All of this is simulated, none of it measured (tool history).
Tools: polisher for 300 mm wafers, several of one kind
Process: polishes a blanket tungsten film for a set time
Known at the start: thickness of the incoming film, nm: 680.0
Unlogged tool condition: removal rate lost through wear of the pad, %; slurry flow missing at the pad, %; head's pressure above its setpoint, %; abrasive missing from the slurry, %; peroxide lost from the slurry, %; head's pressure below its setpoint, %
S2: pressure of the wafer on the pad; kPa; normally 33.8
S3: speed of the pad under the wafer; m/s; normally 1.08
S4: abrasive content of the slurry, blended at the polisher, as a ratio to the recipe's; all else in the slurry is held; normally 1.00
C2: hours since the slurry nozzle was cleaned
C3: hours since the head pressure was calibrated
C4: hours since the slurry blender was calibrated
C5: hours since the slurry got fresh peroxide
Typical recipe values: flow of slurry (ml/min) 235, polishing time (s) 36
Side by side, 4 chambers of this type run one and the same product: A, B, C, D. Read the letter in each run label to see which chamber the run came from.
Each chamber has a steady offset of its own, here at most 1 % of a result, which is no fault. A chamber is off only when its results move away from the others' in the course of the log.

{"hour": 2.6, "done": "chamber B: worn pad replaced by a new one"}
{"hour": 7.2, "done": "chamber C: slurry blender recalibrated"}
{"run": "1D", "hour": 7.9, "flow of slurry (ml/min)": 235, "S2": 33.8, "S3": 1.08, "S4": 1.0, "polishing time (s)": 36, "wafers polished on this pad": 476, "C2": 138.1, "C3": 788.0, "C4": 77.8, "C5": 123.3, "film removed (Å)": 2875.5}
{"hour": 19.0, "done": "chamber B: slurry tank refilled with fresh slurry and peroxide"}
{"run": "2A", "hour": 19.4, "flow of slurry (ml/min)": 235, "S2": 33.8, "S3": 1.08, "S4": 1.0, "polishing time (s)": 36, "wafers polished on this pad": 200, "C2": 302.6, "C3": 115.2, "C4": 370.6, "C5": 84.1, "film removed (Å)": 2909.1}
{"hour": 22.5, "done": "chamber C: slurry nozzle cleaned"}
{"run": "3B", "hour": 24.9, "flow of slurry (ml/min)": 235, "S2": 33.8, "S3": 1.08, "S4": 1.0, "polishing time (s)": 36, "wafers polished on this pad": 226, "C2": 70.3, "C3": 1134.6, "C4": 91.3, "C5": 6.0, "film removed (Å)": 2911.7}
{"hour": 25.2, "done": "chamber D: slurry tank refilled with fresh slurry and peroxide"}
{"run": "4C", "hour": 34.5, "flow of slurry (ml/min)": 235, "S2": 33.8, "S3": 1.08, "S4": 1.0, "polishing time (s)": 36, "wafers polished on this pad": 536, "C2": 12.0, "C3": 53.8, "C4": 27.3, "C5": 47.5, "film removed (Å)": 2899.0}
{"run": "5D", "hour": 42.8, "flow of slurry (ml/min)": 235, "S2": 33.8, "S3": 1.08, "S4": 1.0, "polishing time (s)": 36, "wafers polished on this pad": 829, "C2": 173.0, "C3": 822.9, "C4": 112.7, "C5": 17.7, "film removed (Å)": 2859.8}
{"hour": 49.0, "done": "chamber C: slurry tank refilled with fresh slurry and peroxide"}
{"hour": 50.4, "done": "chamber A: slurry tank refilled with fresh slurry and peroxide"}
{"hour": 51.0, "done": "chamber A: slurry blender recalibrated"}
{"run": "6A", "hour": 52.3, "flow of slurry (ml/min)": 235, "S2": 33.8, "S3": 1.08, "S4": 1.0, "polishing time (s)": 36, "wafers polished on this pad": 533, "C2": 335.5, "C3": 148.1, "C4": 1.4, "C5": 2.0, "film removed (Å)": 2927.9}
{"run": "7B", "hour": 63.6, "flow of slurry (ml/min)": 235, "S2": 33.8, "S3": 1.08, "S4": 1.0, "polishing time (s)": 36, "wafers polished on this pad": 617, "C2": 109.0, "C3": 1173.3, "C4": 130.0, "C5": 44.7, "film removed (Å)": 2891.5}
{"run": "8C", "hour": 71.1, "flow of slurry (ml/min)": 235, "S2": 33.8, "S3": 1.08, "S4": 1.0, "polishing time (s)": 36, "wafers polished on this pad": 907, "C2": 48.6, "C3": 90.4, "C4": 63.9, "C5": 22.2, "film removed (Å)": 2927.4}
{"hour": 75.2, "done": "chamber B: worn pad replaced by a new one"}
{"run": "9A", "hour": 81.6, "flow of slurry (ml/min)": 235, "S2": 33.8, "S3": 1.08, "S4": 1.0, "polishing time (s)": 36, "wafers polished on this pad": 829, "C2": 364.8, "C3": 177.4, "C4": 30.7, "C5": 31.3, "film removed (Å)": 2889.1}
{"run": "10D", "hour": 89.5, "flow of slurry (ml/min)": 235, "S2": 33.8, "S3": 1.08, "S4": 1.0, "polishing time (s)": 36, "wafers polished on this pad": 1301, "C2": 219.7, "C3": 869.6, "C4": 159.4, "C5": 64.4, "film removed (Å)": 2824.2}
{"run": "11B", "hour": 94.9, "flow of slurry (ml/min)": 235, "S2": 33.8, "S3": 1.08, "S4": 1.0, "polishing time (s)": 36, "wafers polished on this pad": 199, "C2": 140.3, "C3": 1204.6, "C4": 161.3, "C5": 76.0, "film removed (Å)": 2938.3}
{"run": "12C", "hour": 104.0, "flow of slurry (ml/min)": 235, "S2": 33.8, "S3": 1.08, "S4": 1.0, "polishing time (s)": 36, "wafers polished on this pad": 1239, "C2": 81.5, "C3": 123.3, "C4": 96.8, "C5": 55.1, "film removed (Å)": 2908.6}
{"hour": 105.4, "done": "chamber B: head pressure recalibrated"}
{"run": "13D", "hour": 110.0, "flow of slurry (ml/min)": 235, "S2": 33.8, "S3": 1.08, "S4": 1.0, "polishing time (s)": 36, "wafers polished on this pad": 1508, "C2": 240.2, "C3": 890.1, "C4": 179.9, "C5": 84.9, "film removed (Å)": 2879.2}
{"run": "14A", "hour": 120.4, "flow of slurry (ml/min)": 235, "S2": 33.8, "S3": 1.08, "S4": 1.0, "polishing time (s)": 36, "wafers polished on this pad": 1222, "C2": 403.6, "C3": 216.2, "C4": 69.5, "C5": 70.1, "film removed (Å)": 2864.8}
{"hour": 121.7, "done": "chamber C: slurry tank refilled with fresh slurry and peroxide"}
{"hour": 126.4, "done": "chamber A: worn pad replaced by a new one"}
{"run": "15B", "hour": 129.6, "flow of slurry (ml/min)": 235, "S2": 33.8, "S3": 1.08, "S4": 1.0, "polishing time (s)": 36, "wafers polished on this pad": 550, "C2": 175.0, "C3": 24.3, "C4": 196.0, "C5": 110.7, "film removed (Å)": 2942.8}
{"run": "16C", "hour": 134.7, "flow of slurry (ml/min)": 235, "S2": 33.8, "S3": 1.08, "S4": 1.0, "polishing time (s)": 36, "wafers polished on this pad": 1550, "C2": 112.2, "C3": 154.0, "C4": 127.5, "C5": 13.0, "film removed (Å)": 2923.7}
{"hour": 135.4, "done": "chamber B: worn pad replaced by a new one"}
{"hour": 139.9, "done": "chamber B: slurry tank refilled with fresh slurry and peroxide"}
{"run": "17B", "hour": 140.3, "flow of slurry (ml/min)": 235, "S2": 33.8, "S3": 1.22, "S4": 0.75, "polishing time (s)": 36, "wafers polished on this pad": 49, "C2": 185.7, "C3": 35.0, "C4": 206.7, "C5": 0.4, "film removed (Å)": 3037.5}
{"hour": 148.0, "done": "chamber C: worn pad replaced by a new one"}
{"run": "18D", "hour": 148.8, "flow of slurry (ml/min)": 235, "S2": 33.8, "S3": 1.22, "S4": 0.75, "polishing time (s)": 36, "wafers polished on this pad": 1901, "C2": 279.0, "C3": 928.9, "C4": 218.7, "C5": 123.7, "film removed (Å)": 2998.8}
{"hour": 156.1, "done": "chamber D: slurry tank refilled with fresh slurry and peroxide"}
{"run": "19C", "hour": 160.0, "flow of slurry (ml/min)": 235, "S2": 33.8, "S3": 1.22, "S4": 0.75, "polishing time (s)": 36, "wafers polished on this pad": 121, "C2": 137.5, "C3": 179.3, "C4": 152.8, "C5": 38.3, "film removed (Å)": 3036.9}
{"run": "20A", "hour": 171.5, "flow of slurry (ml/min)": 235, "S2": 33.8, "S3": 1.22, "S4": 0.75, "polishing time (s)": 36, "wafers polished on this pad": 456, "C2": 454.7, "C3": 267.3, "C4": 120.6, "C5": 121.2, "film removed (Å)": 3053.0}
{"run": "21A", "hour": 177.8, "flow of slurry (ml/min)": 235, "S2": 33.8, "S3": 1.08, "S4": 1.0, "polishing time (s)": 36, "wafers polished on this pad": 520, "C2": 461.0, "C3": 273.6, "C4": 126.9, "C5": 127.5, "film removed (Å)": 2853.7}
{"run": "22D", "hour": 187.9, "flow of slurry (ml/min)": 235, "S2": 33.8, "S3": 1.08, "S4": 1.0, "polishing time (s)": 36, "wafers polished on this pad": 2297, "C2": 318.1, "C3": 968.0, "C4": 257.8, "C5": 31.8, "film removed (Å)": 2801.4}
{"hour": 189.9, "done": "chamber C: slurry tank refilled with fresh slurry and peroxide"}
{"hour": 195.4, "done": "chamber B: worn pad replaced by a new one"}
{"run": "23B", "hour": 197.6, "flow of slurry (ml/min)": 235, "S2": 22.8, "S3": 1.08, "S4": 1.25, "polishing time (s)": 36, "wafers polished on this pad": 22, "C2": 243.0, "C3": 92.3, "C4": 264.0, "C5": 57.7, "film removed (Å)": 2074.3}
{"hour": 198.1, "done": "chamber A: slurry tank refilled with fresh slurry and peroxide"}
{"run": "24C", "hour": 207.4, "flow of slurry (ml/min)": 235, "S2": 22.8, "S3": 1.08, "S4": 1.25, "polishing time (s)": 36, "wafers polished on this pad": 600, "C2": 184.9, "C3": 226.7, "C4": 200.2, "C5": 17.6, "film removed (Å)": 2074.7}
{"run": "25D", "hour": 218.9, "flow of slurry (ml/min)": 235, "S2": 22.8, "S3": 1.08, "S4": 1.25, "polishing time (s)": 36, "wafers polished on this pad": 2610, "C2": 349.1, "C3": 999.0, "C4": 288.8, "C5": 62.8, "film removed (Å)": 1969.3}
{"hour": 220.2, "done": "chamber C: slurry blender recalibrated"}
{"run": "26C", "hour": 226.4, "flow of slurry (ml/min)": 235, "S2": 22.8, "S3": 1.08, "S4": 1.25, "polishing time (s)": 36, "wafers polished on this pad": 793, "C2": 203.9, "C3": 245.7, "C4": 6.3, "C5": 36.6, "film removed (Å)": 2035.7}
{"run": "27A", "hour": 232.5, "flow of slurry (ml/min)": 235, "S2": 33.8, "S3": 1.08, "S4": 1.0, "polishing time (s)": 36, "wafers polished on this pad": 1073, "C2": 515.7, "C3": 328.3, "C4": 181.6, "C5": 34.5, "film removed (Å)": 2868.0}
{"hour": 238.9, "done": "chamber A: worn pad replaced by a new one"}
{"run": "28B", "hour": 240.0, "flow of slurry (ml/min)": 235, "S2": 33.8, "S3": 1.08, "S4": 1.0, "polishing time (s)": 36, "wafers polished on this pad": 451, "C2": 285.4, "C3": 134.7, "C4": 306.4, "C5": 100.1, "film removed (Å)": 2966.2}
{"run": "29A", "hour": 246.2, "flow of slurry (ml/min)": 235, "S2": 33.8, "S3": 1.08, "S4": 1.0, "polishing time (s)": 36, "wafers polished on this pad": 74, "C2": 529.4, "C3": 342.0, "C4": 195.3, "C5": 48.2, "film removed (Å)": 2904.1}
{"hour": 249.7, "done": "chamber C: slurry nozzle cleaned"}
{"hour": 253.0, "done": "chamber B: slurry tank refilled with fresh slurry and peroxide"}
{"hour": 254.5, "done": "chamber B: worn pad replaced by a new one"}
{"hour": 255.3, "done": "chamber C: slurry tank refilled with fresh slurry and peroxide"}
{"run": "30B", "hour": 257.4, "flow of slurry (ml/min)": 235, "S2": 33.8, "S3": 1.08, "S4": 1.0, "polishing time (s)": 36, "wafers polished on this pad": 29, "C2": 302.8, "C3": 152.1, "C4": 323.8, "C5": 4.5, "film removed (Å)": 2930.8}
{"run": "31D", "hour": 263.9, "flow of slurry (ml/min)": 235, "S2": 33.8, "S3": 1.08, "S4": 1.0, "polishing time (s)": 36, "wafers polished on this pad": 3065, "C2": 394.1, "C3": 1044.0, "C4": 333.8, "C5": 107.8, "film removed (Å)": 2738.9}
{"run": "32C", "hour": 268.9, "flow of slurry (ml/min)": 235, "S2": 33.8, "S3": 1.08, "S4": 1.0, "polishing time (s)": 36, "wafers polished on this pad": 1223, "C2": 19.3, "C3": 288.2, "C4": 48.8, "C5": 13.6, "film removed (Å)": 2876.3}
{"run": "33D", "hour": 277.2, "flow of slurry (ml/min)": 235, "S2": 33.8, "S3": 1.08, "S4": 1.0, "polishing time (s)": 36, "wafers polished on this pad": 3200, "C2": 407.4, "C3": 1057.3, "C4": 347.1, "C5": 121.1, "film removed (Å)": 2730.7}
{"hour": 281.5, "done": "chamber C: worn pad replaced by a new one"}
{"run": "34B", "hour": 285.8, "flow of slurry (ml/min)": 235, "S2": 33.8, "S3": 1.08, "S4": 1.0, "polishing time (s)": 36, "wafers polished on this pad": 317, "C2": 331.2, "C3": 180.5, "C4": 352.2, "C5": 32.9, "film removed (Å)": 2943.4}
{"run": "35A", "hour": 290.9, "flow of slurry (ml/min)": 235, "S2": 33.8, "S3": 1.08, "S4": 1.0, "polishing time (s)": 36, "wafers polished on this pad": 526, "C2": 574.1, "C3": 386.7, "C4": 240.0, "C5": 92.9, "film removed (Å)": 2908.3}
{"run": "36C", "hour": 301.5, "flow of slurry (ml/min)": 235, "S2": 33.8, "S3": 1.08, "S4": 1.0, "polishing time (s)": 36, "wafers polished on this pad": 203, "C2": 51.9, "C3": 320.8, "C4": 81.4, "C5": 46.2, "film removed (Å)": 2938.7}
{"run": "37B", "hour": 308.6, "flow of slurry (ml/min)": 235, "S2": 33.8, "S3": 1.08, "S4": 1.0, "polishing time (s)": 36, "wafers polished on this pad": 547, "C2": 354.0, "C3": 203.3, "C4": 375.0, "C5": 55.7, "film removed (Å)": 2896.9}
{"hour": 312.7, "done": "chamber C: slurry tank refilled with fresh slurry and peroxide"}
{"run": "38C", "hour": 317.9, "flow of slurry (ml/min)": 235, "S2": 33.8, "S3": 1.08, "S4": 1.0, "polishing time (s)": 36, "wafers polished on this pad": 368, "C2": 68.3, "C3": 337.2, "C4": 97.8, "C5": 5.2, "film removed (Å)": 2917.2}

Predict what each chamber gives when all 4 of them run the settings below next.
{"run": "39A", "hour": 326.3, "flow of slurry (ml/min)": 235, "S2": 33.8, "S3": 1.08, "S4": 1.0, "polishing time (s)": 36, "film removed (Å)": "?"}
{"run": "39B", "hour": 326.3, "flow of slurry (ml/min)": 235, "S2": 33.8, "S3": 1.08, "S4": 1.0, "polishing time (s)": 36, "film removed (Å)": "?"}
{"run": "39C", "hour": 326.3, "flow of slurry (ml/min)": 235, "S2": 33.8, "S3": 1.08, "S4": 1.0, "polishing time (s)": 36, "film removed (Å)": "?"}
{"run": "39D", "hour": 326.3, "flow of slurry (ml/min)": 235, "S2": 33.8, "S3": 1.08, "S4": 1.0, "polishing time (s)": 36, "film removed (Å)": "?"}

run=39A film_removed_(Å)=2925.0
run=39B film_removed_(Å)=2857.0
run=39C film_removed_(Å)=2896.9
run=39D film_removed_(Å)=2695.6
